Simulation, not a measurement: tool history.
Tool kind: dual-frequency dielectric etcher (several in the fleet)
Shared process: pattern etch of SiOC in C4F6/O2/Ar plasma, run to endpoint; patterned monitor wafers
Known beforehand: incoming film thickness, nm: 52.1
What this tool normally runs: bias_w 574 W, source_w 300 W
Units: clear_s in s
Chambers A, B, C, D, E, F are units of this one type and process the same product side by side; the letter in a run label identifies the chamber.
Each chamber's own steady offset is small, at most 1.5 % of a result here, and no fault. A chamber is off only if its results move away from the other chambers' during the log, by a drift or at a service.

run	day	bias_w	source_w	hours since the last wet clean	hours since the last bias power generator calibration	hours since the last source power generator calibration	clear_s
1A	0.192	574	300	160.2	3511.4	135.8	18.68
2E	0.308	574	300	283.1	1725.9	1183.4	18.485
3F	0.412	574	300	75.6	3746.2	776.9	18.561
4D	0.558	574	300	103.5	2443.5	1763.3	18.575
5C	0.675	574	300	393	1270.7	753.4	18.407
6B	0.783	574	300	219.5	81.4	2362.3	18.529
7E	0.892	574	300	297.1	1739.9	1197.4	18.459
8F	1.075	574	300	91.5	3762.1	792.8	18.545
9D	1.179	574	300	118.4	2458.4	1778.2	18.673
10A	1.3	574	300	186.8	3538	162.4	18.766
11B	1.392	574	300	234.1	96	2376.9	18.565
12C	1.579	574	300	414.7	1292.4	775.1	18.507
13D	1.721	574	300	131.4	2471.4	1791.2	18.6
14F	1.871	574	300	110.6	3781.2	811.9	18.517
15B	1.983	574	300	248.3	110.2	2391.1	18.388
16A	2.088	574	300	205.7	3556.9	181.3	18.742
17E	2.258	574	300	329.9	1772.7	1230.2	18.36
18C	2.375	500	380	433.8	1311.5	794.2	17.833
19C	2.471	500	380	436.1	1313.8	796.5	17.854
20E	2.579	500	380	337.6	1780.4	1237.9	17.836
21A	2.658	500	380	219.4	3570.6	195	17.921
22D	2.742	500	380	155.9	2495.9	1815.7	17.67
23F	2.871	500	380	134.6	3805.2	835.9	18.024
24B	2.962	574	300	271.8	133.7	2414.6	18.515
25B	3.046	574	300	273.8	135.7	2416.6	18.574
26E	3.196	574	300	352.4	1795.2	1252.7	18.642
27D	3.333	574	300	170.1	2510.1	1829.9	18.224
28C	3.454	574	300	459.7	1337.4	820.1	18.563
29A	3.592	574	300	241.8	3593	217.4	18.628
30F	3.683	515	320	154.1	3824.7	855.4	18.852
31B	3.817	515	320	292.3	154.2	2435.1	18.681
32C	3.933	515	320	471.2	1348.9	831.6	18.929
33D	4.042	515	320	187.1	2527.1	1846.9	18.398
34A	4.225	515	320	257	3608.2	232.6	19.011
35F	4.308	515	320	169.1	3839.7	870.4	18.843
36E	4.458	574	300	382.7	1825.5	1283	18.466
37E	4.621	574	300	386.6	1829.4	1286.9	18.483
38B	4.708	574	300	313.7	175.6	2456.5	18.482

One chamber off, gauge drift, or nothing amiss beyond the chambers' own small offsets? If it is a chamber, which one, and what is the likeliest cause?

One chamber, D, drifts off from the rest bit by bit.
Most likely cause: etch rate over this chamber's usual, % = 4.68.

Here are 4 candidates for chamber D's next run, each the usual settings with a change, their results left as question marks. Which one brings its results back in line with what the others give on the usual settings?
Allowed miss from the other chambers' usual-settings mean, per result, to count as in line: clear_s 0.26 s
39D-1	4.846	562	290				?
39D-2	4.846	511	300				?
39D-3	4.846	599	300				?
39D-4	4.846	605	320				?

The mean the other chambers reach with the usual settings: clear_s 18.533 s
run	clear_s
39D-1	18.139
39D-2	18.568
39D-3	17.486
39D-4	17.014
The answer is 39D-2, which returns the chamber to within the allowed miss of the others.
